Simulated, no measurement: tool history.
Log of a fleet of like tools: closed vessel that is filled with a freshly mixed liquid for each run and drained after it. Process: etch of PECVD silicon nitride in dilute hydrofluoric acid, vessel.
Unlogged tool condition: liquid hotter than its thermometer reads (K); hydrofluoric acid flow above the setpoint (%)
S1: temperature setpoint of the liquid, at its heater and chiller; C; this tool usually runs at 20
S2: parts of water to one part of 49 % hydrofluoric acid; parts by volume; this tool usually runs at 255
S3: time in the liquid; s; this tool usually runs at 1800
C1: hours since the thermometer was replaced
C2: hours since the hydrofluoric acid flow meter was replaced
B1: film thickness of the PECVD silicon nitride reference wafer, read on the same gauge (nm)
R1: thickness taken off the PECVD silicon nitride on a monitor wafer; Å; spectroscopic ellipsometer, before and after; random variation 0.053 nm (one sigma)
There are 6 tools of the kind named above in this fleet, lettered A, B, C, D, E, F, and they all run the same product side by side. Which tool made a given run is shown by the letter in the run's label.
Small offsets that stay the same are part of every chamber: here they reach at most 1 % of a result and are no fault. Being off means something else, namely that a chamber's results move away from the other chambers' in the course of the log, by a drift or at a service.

{"run": "1F", "day": 0.288, "S1": 20, "S2": 255, "S3": 1800, "C1": 1682.7, "C2": 649.9, "B1": 130.01, "R1": 175.14}
{"run": "2E", "day": 0.533, "S1": 20, "S2": 255, "S3": 1800, "C1": 1064.3, "C2": 1612.9, "B1": 130.01, "R1": 174.92}
{"run": "3A", "day": 0.712, "S1": 20, "S2": 255, "S3": 1800, "C1": 1589.2, "C2": 713.3, "B1": 130.01, "R1": 174.81}
{"run": "4C", "day": 1.012, "S1": 20, "S2": 255, "S3": 1800, "C1": 132.9, "C2": 1788.6, "B1": 129.99, "R1": 177.83}
{"run": "5B", "day": 1.346, "S1": 20, "S2": 255, "S3": 2125, "C1": 290.6, "C2": 1746.4, "B1": 130.0, "R1": 206.86}
{"run": "6D", "day": 1.642, "S1": 20, "S2": 255, "S3": 2125, "C1": 981.1, "C2": 349.9, "B1": 129.97, "R1": 206.65}
{"run": "7D", "day": 1.858, "S1": 20, "S2": 255, "S3": 2125, "C1": 986.3, "C2": 355.1, "B1": 129.99, "R1": 206.35}
{"run": "8A", "day": 2.108, "S1": 20, "S2": 255, "S3": 2125, "C1": 1622.7, "C2": 746.8, "B1": 130.02, "R1": 205.89}
{"run": "9E", "day": 2.45, "S1": 20, "S2": 255, "S3": 2125, "C1": 1110.3, "C2": 1658.9, "B1": 129.93, "R1": 207.04}
{"run": "10B", "day": 2.696, "S1": 20, "S2": 255, "S3": 2125, "C1": 323.0, "C2": 1778.8, "B1": 130.01, "R1": 206.9}
{"run": "11F", "day": 3.008, "S1": 20, "S2": 255, "S3": 1800, "C1": 1748.0, "C2": 715.2, "B1": 129.99, "R1": 175.0}
{"run": "12C", "day": 3.317, "S1": 20, "S2": 255, "S3": 1800, "C1": 188.2, "C2": 1843.9, "B1": 130.0, "R1": 177.02}
{"run": "13E", "day": 3.679, "S1": 20, "S2": 255, "S3": 1800, "C1": 1139.8, "C2": 1688.4, "B1": 129.98, "R1": 176.48}
{"run": "14D", "day": 3.992, "S1": 20, "S2": 255, "S3": 1800, "C1": 1037.5, "C2": 406.3, "B1": 129.96, "R1": 175.21}
{"day": 4.079, "done": "chamber D: hydrofluoric acid flow meter replaced"}
{"run": "15F", "day": 4.358, "S1": 20, "S2": 255, "S3": 1800, "C1": 1780.4, "C2": 747.6, "B1": 129.94, "R1": 174.96}
{"day": 4.412, "done": "chamber F: thermometer replaced"}
{"run": "16C", "day": 4.658, "S1": 20, "S2": 255, "S3": 1800, "C1": 220.4, "C2": 1876.1, "B1": 129.95, "R1": 177.24}
{"run": "17B", "day": 4.917, "S1": 24, "S2": 255, "S3": 1800, "C1": 376.3, "C2": 1832.1, "B1": 130.04, "R1": 225.94}
{"run": "18A", "day": 5.129, "S1": 24, "S2": 255, "S3": 1800, "C1": 1695.2, "C2": 819.3, "B1": 130.03, "R1": 226.08}
{"run": "19B", "day": 5.371, "S1": 24, "S2": 255, "S3": 1800, "C1": 387.2, "C2": 1843.0, "B1": 130.05, "R1": 225.34}
{"run": "20A", "day": 5.696, "S1": 24, "S2": 255, "S3": 1800, "C1": 1708.8, "C2": 832.9, "B1": 129.97, "R1": 226.87}
{"run": "21C", "day": 5.883, "S1": 24, "S2": 255, "S3": 1800, "C1": 249.8, "C2": 1905.5, "B1": 130.0, "R1": 227.86}
{"day": 6.071, "done": "chamber C: hydrofluoric acid flow meter replaced"}
{"run": "22E", "day": 6.083, "S1": 24, "S2": 255, "S3": 1800, "C1": 1197.5, "C2": 1746.1, "B1": 129.99, "R1": 227.03}
{"run": "23F", "day": 6.362, "S1": 20, "S2": 255, "S3": 1800, "C1": 46.9, "C2": 795.7, "B1": 130.01, "R1": 175.03}
{"run": "24D", "day": 6.538, "S1": 20, "S2": 255, "S3": 1800, "C1": 1098.6, "C2": 59.0, "B1": 129.99, "R1": 175.6}
{"run": "25E", "day": 6.733, "S1": 20, "S2": 255, "S3": 1800, "C1": 1213.1, "C2": 1761.7, "B1": 130.0, "R1": 176.41}
{"run": "26C", "day": 7.021, "S1": 20, "S2": 255, "S3": 1800, "C1": 277.1, "C2": 22.8, "B1": 129.97, "R1": 177.17}
{"day": 7.321, "done": "chamber B: hydrofluoric acid flow meter replaced"}
{"run": "27B", "day": 7.333, "S1": 20, "S2": 255, "S3": 1800, "C1": 434.3, "C2": 0.3, "B1": 130.05, "R1": 175.16}
{"run": "28F", "day": 7.525, "S1": 20, "S2": 255, "S3": 1800, "C1": 74.8, "C2": 823.6, "B1": 129.98, "R1": 175.16}
{"run": "29D", "day": 7.767, "S1": 20, "S2": 255, "S3": 1800, "C1": 1128.1, "C2": 88.5, "B1": 130.0, "R1": 174.68}
{"run": "30A", "day": 7.975, "S1": 20, "S2": 255, "S3": 1800, "C1": 1763.5, "C2": 887.6, "B1": 130.0, "R1": 174.63}
{"run": "31B", "day": 8.233, "S1": 20, "S2": 255, "S3": 1800, "C1": 455.9, "C2": 21.9, "B1": 129.98, "R1": 175.54}
{"run": "32F", "day": 8.558, "S1": 20, "S2": 255, "S3": 1800, "C1": 99.6, "C2": 848.4, "B1": 129.99, "R1": 175.67}
{"run": "33D", "day": 8.842, "S1": 22, "S2": 155, "S3": 1800, "C1": 1153.9, "C2": 114.3, "B1": 130.0, "R1": 327.74}
{"run": "34E", "day": 9.05, "S1": 22, "S2": 155, "S3": 1800, "C1": 1268.7, "C2": 1817.3, "B1": 129.97, "R1": 323.92}
{"run": "35C", "day": 9.358, "S1": 22, "S2": 155, "S3": 1800, "C1": 333.2, "C2": 78.9, "B1": 130.0, "R1": 324.73}
{"run": "36A", "day": 9.617, "S1": 22, "S2": 155, "S3": 1800, "C1": 1802.9, "C2": 927.0, "B1": 129.99, "R1": 323.34}
{"run": "37C", "day": 9.788, "S1": 22, "S2": 155, "S3": 1800, "C1": 343.5, "C2": 89.2, "B1": 130.02, "R1": 325.37}
{"run": "38B", "day": 10.162, "S1": 22, "S2": 155, "S3": 1800, "C1": 502.2, "C2": 68.2, "B1": 130.03, "R1": 323.99}
{"run": "39F", "day": 10.496, "S1": 20, "S2": 255, "S3": 1800, "C1": 146.1, "C2": 894.9, "B1": 130.01, "R1": 175.25}

Next, every chamber runs the same settings. What will each give?
{"run": "40A", "day": 10.762, "S1": 20, "S2": 255, "S3": 1800, "R1": "?"}
{"run": "40B", "day": 10.762, "S1": 20, "S2": 255, "S3": 1800, "R1": "?"}
{"run": "40C", "day": 10.762, "S1": 20, "S2": 255, "S3": 1800, "R1": "?"}
{"run": "40D", "day": 10.762, "S1": 20, "S2": 255, "S3": 1800, "R1": "?"}
{"run": "40E", "day": 10.762, "S1": 20, "S2": 255, "S3": 1800, "R1": "?"}
{"run": "40F", "day": 10.762, "S1": 20, "S2": 255, "S3": 1800, "R1": "?"}

run=40A R1=174.68
run=40B R1=174.46
run=40C R1=176.72
run=40D R1=175.42
run=40E R1=175.93
run=40F R1=174.42
